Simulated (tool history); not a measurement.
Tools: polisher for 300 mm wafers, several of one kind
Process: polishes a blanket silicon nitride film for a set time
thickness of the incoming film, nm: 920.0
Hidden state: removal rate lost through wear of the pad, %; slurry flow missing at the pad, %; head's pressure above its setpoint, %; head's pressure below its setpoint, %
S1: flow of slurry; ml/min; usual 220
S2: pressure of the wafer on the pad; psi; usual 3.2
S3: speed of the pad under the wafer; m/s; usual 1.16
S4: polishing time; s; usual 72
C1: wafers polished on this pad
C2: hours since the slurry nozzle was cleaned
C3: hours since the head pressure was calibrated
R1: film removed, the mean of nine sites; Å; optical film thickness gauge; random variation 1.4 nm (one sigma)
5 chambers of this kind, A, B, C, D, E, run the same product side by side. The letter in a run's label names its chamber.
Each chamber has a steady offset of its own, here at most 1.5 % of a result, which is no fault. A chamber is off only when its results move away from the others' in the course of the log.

run     day   S1   S2    S3  S4    C1     C2      C3      R1
 1B   0.467  220  3.2  1.16  72   264   12.1   817.7  1406.5
 2E   0.871  220  3.2  1.16  72   499   22.8   230.6  1423.4
 3A   1.200  220  3.2  1.16  72   607  602.8    38.1  1400.8
      1.242  -- chamber D: worn pad replaced by a new one
 4C   1.704  220  3.2  1.16  72   669  237.0   364.3  1425.0
 5D   2.000  220  3.2  1.16  72   235  608.0  1473.3  1421.0
 6E   2.325  260  3.2  1.16  72   950   57.7   265.5  1455.1
      2.504  -- chamber E: worn pad replaced by a new one
 7C   2.592  260  3.2  1.16  72   944  258.3   385.6  1474.5
      2.708  -- chamber B: worn pad replaced by a new one
      2.733  -- chamber A: worn pad replaced by a new one
      2.833  -- chamber C: worn pad replaced by a new one
 8A   3.004  260  3.2  1.16  72    84  646.1    81.4  1428.4
 9D   3.246  260  3.2  1.16  72   622  637.9  1503.2  1443.2
10B   3.496  260  3.2  1.16  72   244   84.8   890.4  1463.1
11A   3.800  220  3.2  1.16  72   331  665.2   100.5  1421.2
12D   4.246  220  3.2  1.16  72   932  661.9  1527.2  1414.0
      4.429  -- chamber B: head pressure recalibrated
      4.508  -- chamber A: slurry nozzle cleaned
      4.579  -- chamber D: head pressure recalibrated
13E   4.738  220  3.2  1.16  72   693  115.6   323.4  1429.1
14C   5.092  220  3.2  1.16  72   700  318.3   445.6  1438.8
15B   5.500  220  3.2  1.16  72   866  132.9    25.7  1442.1
      5.812  -- chamber E: worn pad replaced by a new one
16E   5.812  220  3.2  1.16  72     0  141.4   349.2  1433.8
      5.842  -- chamber B: worn pad replaced by a new one
      5.858  -- chamber C: slurry nozzle cleaned
      5.946  -- chamber D: worn pad replaced by a new one
17A   6.046  220  3.2  1.16  72  1027   36.9   154.4  1462.1
18B   6.438  220  2.8  1.50  72   185  155.4    48.2  1491.4
      6.475  -- chamber C: worn pad replaced by a new one
      6.579  -- chamber A: worn pad replaced by a new one
19D   6.771  220  2.8  1.50  72   257  722.5    52.7  1345.2
      7.042  -- chamber E: slurry nozzle cleaned
20C   7.117  220  2.8  1.50  72   200   30.3   494.2  1528.6
21A   7.558  220  2.8  1.50  72   304   73.2   190.7  1507.3
      8.000  -- chamber D: slurry nozzle cleaned
22D   8.000  220  2.8  1.50  72   638    0.0    82.2  1384.2
23E   8.275  220  3.2  1.16  72   764   29.6   408.3  1419.9
24B   8.638  220  3.2  1.16  72   867  208.2   101.0  1412.2
25C   8.975  165  3.2  1.16  72   776   74.9   538.8  1377.5
      9.138  -- chamber E: worn pad replaced by a new one
      9.246  -- chamber B: worn pad replaced by a new one
26B   9.304  165  3.2  1.16  72    18  224.2   117.0  1357.8
      9.338  -- chamber C: worn pad replaced by a new one
27A   9.738  165  3.2  1.16  72   979  125.5   243.0  1362.8
28D  10.233  165  3.2  1.16  72  1330   53.6   135.8  1227.1
     10.483  -- chamber A: worn pad replaced by a new one
29C  10.525  165  3.2  1.16  72   368  112.1   576.0  1400.9
     10.654  -- chamber D: worn pad replaced by a new one
30E  10.804  220  3.2  1.16  72   517   90.3   469.0  1437.0
31B  11.217  220  3.2  1.16  72   612  270.1   162.9  1409.3
32D  11.504  265  3.2  1.16  61   264   84.1   166.3  1112.5
33C  11.825  265  3.2  1.16  61   771  143.3   607.2  1216.3
34A  12.112  265  3.2  1.16  61   505  182.5   300.0  1211.9
     12.308  -- chamber E: head pressure recalibrated
35E  12.442  265  3.2  1.16  61  1025  129.6     3.3  1222.6
     12.529  -- chamber C: worn pad replaced by a new one
36C  12.742  265  3.2  1.16  61    66  165.3   629.2  1225.0

What goes on in this fleet: one chamber off, a drifting gauge, or nothing beyond the chambers' own small offsets? Name the chamber and the cause, if any.

A service left chamber D off against the others.
Cause: head's pressure below its setpoint, % = 11.8.

Here are 4 candidates for chamber D's next run, each the usual settings with a change, their results left as question marks. Which one brings its results back in line with what the others give on the usual settings?
In line means no further than this from the other chambers' mean on the usual settings: R1 48.0 Å
37D-1  13.117  220  3.2  1.32  72               ?
37D-2  13.117  225  3.2  1.30  83               ?
37D-3  13.117  215  3.2  1.00  72               ?
37D-4  13.117  220  3.2  0.88  72               ?

The other chambers' mean on the usual settings: R1 1425.2 Å
  run      R1
37D-1  1414.0
37D-2  1614.3
37D-3  1125.4
37D-4  1016.9
37D-1 brings the chamber back in line.

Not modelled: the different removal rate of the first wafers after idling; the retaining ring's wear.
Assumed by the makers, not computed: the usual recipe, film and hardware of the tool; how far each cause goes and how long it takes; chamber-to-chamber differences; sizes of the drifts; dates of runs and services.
